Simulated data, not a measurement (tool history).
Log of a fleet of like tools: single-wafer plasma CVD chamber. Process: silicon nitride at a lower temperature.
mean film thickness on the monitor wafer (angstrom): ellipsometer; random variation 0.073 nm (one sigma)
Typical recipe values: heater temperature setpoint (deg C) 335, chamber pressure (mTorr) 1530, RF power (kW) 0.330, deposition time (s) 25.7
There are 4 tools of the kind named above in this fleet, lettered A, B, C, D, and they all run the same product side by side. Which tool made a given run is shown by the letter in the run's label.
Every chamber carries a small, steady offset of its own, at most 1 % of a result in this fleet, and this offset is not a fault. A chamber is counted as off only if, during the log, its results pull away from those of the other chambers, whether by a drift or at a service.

| run | hour | heater temperature setpoint (deg C) | chamber pressure (mTorr) | RF power (kW) | deposition time (s) | read-back reference wafer on the same gauge, thickness_nm | mean film thickness on the monitor wafer (angstrom) |
|---|---|---|---|---|---|---|---|
| 1B | 3.9 | 335 | 1530 | 0.330 | 25.7 | 32.490 | 316.12 |
| 2C | 8.1 | 335 | 1530 | 0.330 | 25.7 | 32.488 | 321.23 |
| 3A | 11.8 | 335 | 1530 | 0.330 | 25.7 | 32.515 | 322.21 |
| 4D | 16.2 | 335 | 1530 | 0.330 | 25.7 | 32.488 | 323.79 |
| 5A | 19.5 | 335 | 1530 | 0.330 | 25.7 | 32.498 | 322.03 |
| 6B | 25.1 | 335 | 1530 | 0.330 | 25.7 | 32.509 | 316.56 |
| 7C | 30.6 | 335 | 1530 | 0.330 | 25.7 | 32.495 | 321.97 |
| 8D | 33.9 | 335 | 1530 | 0.330 | 25.7 | 32.496 | 323.15 |
| 9C | 39.6 | 335 | 1530 | 0.330 | 25.7 | 32.498 | 319.82 |
| 10B | 43.5 | 335 | 1530 | 0.300 | 25.7 | 32.511 | 297.72 |
| 11A | 49.6 | 335 | 1530 | 0.300 | 25.7 | 32.497 | 302.25 |
| 12D | 54.7 | 335 | 1530 | 0.300 | 25.7 | 32.502 | 303.45 |
| 13A | 59.7 | 335 | 1530 | 0.300 | 25.7 | 32.495 | 302.05 |
| 14D | 63.6 | 335 | 1530 | 0.330 | 25.7 | 32.503 | 322.81 |
| 15C | 68.3 | 335 | 1530 | 0.330 | 25.7 | 32.510 | 322.44 |
| 16B | 72.6 | 335 | 1530 | 0.330 | 25.7 | 32.514 | 316.19 |
| 17C | 75.6 | 335 | 1530 | 0.330 | 25.7 | 32.504 | 322.13 |
| 18D | 79.1 | 335 | 1530 | 0.330 | 25.7 | 32.502 | 323.30 |
| 19A | 85.0 | 335 | 1530 | 0.330 | 25.7 | 32.488 | 323.18 |
| 20B | 90.1 | 335 | 1530 | 0.330 | 25.7 | 32.508 | 317.25 |
| 21C | 95.2 | 335 | 1530 | 0.330 | 25.7 | 32.498 | 322.70 |
| 22B | 98.8 | 335 | 1530 | 0.330 | 25.7 | 32.498 | 317.79 |
| 23A | 101.7 | 335 | 1530 | 0.330 | 25.7 | 32.497 | 322.44 |
| 24D | 107.5 | 342 | 1530 | 0.330 | 25.7 | 32.510 | 322.36 |
| 25C | 111.3 | 342 | 1530 | 0.330 | 25.7 | 32.485 | 321.52 |
| 26D | 116.1 | 342 | 1530 | 0.330 | 25.7 | 32.496 | 321.73 |
| 27B | 120.1 | 342 | 1530 | 0.330 | 25.7 | 32.498 | 315.56 |
| 28A | 123.5 | 335 | 1530 | 0.330 | 25.7 | 32.499 | 322.73 |
| 29C | 126.3 | 335 | 1530 | 0.330 | 25.7 | 32.502 | 321.53 |
| 30D | 130.3 | 335 | 1530 | 0.330 | 25.7 | 32.504 | 323.62 |
| 31A | 133.4 | 335 | 1530 | 0.330 | 25.7 | 32.503 | 320.76 |
| 32B | 136.9 | 324 | 1530 | 0.330 | 25.7 | 32.502 | 318.71 |
| 33D | 142.6 | 324 | 1530 | 0.330 | 25.7 | 32.500 | 324.78 |
| 34A | 146.6 | 324 | 1530 | 0.330 | 25.7 | 32.519 | 322.89 |
| 35B | 149.6 | 324 | 1530 | 0.330 | 25.7 | 32.493 | 318.55 |

Read the log: is a single chamber off, either drifting away or since a service, is the gauge that measures every chamber drifting, or is nothing wrong beyond small per-chamber offsets? Name any odd chamber and what most likely caused it.

The fleet is healthy, with each chamber sitting at its usual small offset and no drift in the gauge.

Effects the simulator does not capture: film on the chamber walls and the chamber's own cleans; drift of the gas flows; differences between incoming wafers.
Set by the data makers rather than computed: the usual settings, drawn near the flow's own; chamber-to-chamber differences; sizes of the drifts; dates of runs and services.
